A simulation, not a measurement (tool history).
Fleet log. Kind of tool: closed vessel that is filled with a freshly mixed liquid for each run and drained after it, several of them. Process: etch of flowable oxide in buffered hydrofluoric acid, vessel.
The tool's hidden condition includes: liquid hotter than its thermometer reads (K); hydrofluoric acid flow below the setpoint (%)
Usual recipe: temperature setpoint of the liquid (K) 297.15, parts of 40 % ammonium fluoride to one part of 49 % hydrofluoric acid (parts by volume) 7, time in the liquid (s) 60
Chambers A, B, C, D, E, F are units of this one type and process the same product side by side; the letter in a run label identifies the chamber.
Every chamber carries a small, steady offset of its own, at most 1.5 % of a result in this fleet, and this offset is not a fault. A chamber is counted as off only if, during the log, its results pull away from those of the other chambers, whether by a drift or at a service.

run,hour,temperature setpoint of the liquid (K),parts of 40 % ammonium fluoride to one part of 49 % hydrofluoric acid (parts by volume),time in the liquid (s),hours since the thermometer was replaced,hours since the hydrofluoric acid flow meter was replaced,"read-back film thickness of the flowable oxide reference wafer, read on the same gauge (nm)",thickness taken off the flowable oxide on a monitor wafer (Å)
1D,8.2,297.15,7,60,676.3,666.3,140.01,2499.2
2E,17.2,297.15,7,60,333.3,1146.4,140.05,2459
3F,21.9,297.15,7,60,582.7,638.7,140.02,2513.5
4C,31.2,297.15,7,60,1344.6,333.2,140.02,2488.6
5B,39.2,299.15,7,40,527.3,397,139.98,1921.3
6A,44.3,299.15,7,40,1743.6,65,140.02,1855.6
# hour 48.9: chamber E: hydrofluoric acid flow meter replaced
7A,51.3,299.15,7,40,1750.6,72,139.99,1874.9
8E,56.9,299.15,7,40,373,8,140.02,1851.9
9F,66.8,299.15,7,40,627.6,683.6,140,1866.5
10D,73.2,299.15,7,40,741.3,731.3,140.05,1878.4
11C,79.4,297.15,7,60,1392.8,381.4,140.04,2513.9
12B,87.8,297.15,7,60,575.9,445.6,140.01,2546.1
13C,95.3,297.15,7,35,1408.7,397.3,139.97,1499.1
14B,103.5,297.15,7,35,591.6,461.3,139.99,1489.1
15F,111.1,297.15,7,35,671.9,727.9,140.01,1451.2
16A,120.8,297.15,7,35,1820.1,141.5,140.03,1454.2
17D,129.6,297.15,7,35,797.7,787.7,140.04,1446.7
# hour 129.9: chamber B: thermometer replaced
18E,134.9,297.15,7,35,451,86,139.98,1458.3
19F,142.2,297.15,7,60,703,759,140.02,2471.7
20D,147.3,297.15,7,60,815.4,805.4,139.98,2451.7
21A,152.6,297.15,7,60,1851.9,173.3,140.02,2475.5
22C,158.1,297.15,7,60,1471.5,460.1,140,2555.1
23B,165.2,297.15,7,60,35.4,523,140.06,2538.4
24E,172.8,297.15,7,60,488.9,123.9,140.05,2465.5
25F,179.7,297.15,7,60,740.5,796.5,139.96,2542.6
26D,188.4,297.15,6,60,856.5,846.5,140.01,2743
27B,195.2,297.15,6,60,65.4,553,140,2957.4
# hour 198.4: chamber F: hydrofluoric acid flow meter replaced
28E,200.2,297.15,6,60,516.3,151.3,139.96,2860.7
29A,210.3,297.15,6,60,1909.6,231,140,2892.6
30C,218.9,297.15,6,60,1532.3,520.9,139.98,2856.7
31B,228.6,297.15,6,60,98.8,586.4,140,2903.8
32A,237.7,297.15,7,60,1937,258.4,140,2527.5
33E,242.5,297.15,7,60,558.6,193.6,139.97,2490.1
34F,247.5,297.15,7,60,808.3,49.1,139.95,2512.7
35D,252.7,297.15,7,60,920.8,910.8,139.94,2314.5
36C,260,297.15,7,60,1573.4,562,140.05,2540
37A,270.1,297.15,5,60,1969.4,290.8,139.98,3331.6
38F,277.1,297.15,5,60,837.9,78.7,140,3385.9

All 6 chambers run these settings next. Forecast each chamber's results:
39A,284.4,299.65,7,60,,,,?
39B,284.4,299.65,7,60,,,,?
39C,284.4,299.65,7,60,,,,?
39D,284.4,299.65,7,60,,,,?
39E,284.4,299.65,7,60,,,,?
39F,284.4,299.65,7,60,,,,?

run,thickness taken off the flowable oxide on a monitor wafer (Å)
39A,2867.3
39B,2863.9
39C,2881.5
39D,2615.2
39E,2871.5
39F,2915

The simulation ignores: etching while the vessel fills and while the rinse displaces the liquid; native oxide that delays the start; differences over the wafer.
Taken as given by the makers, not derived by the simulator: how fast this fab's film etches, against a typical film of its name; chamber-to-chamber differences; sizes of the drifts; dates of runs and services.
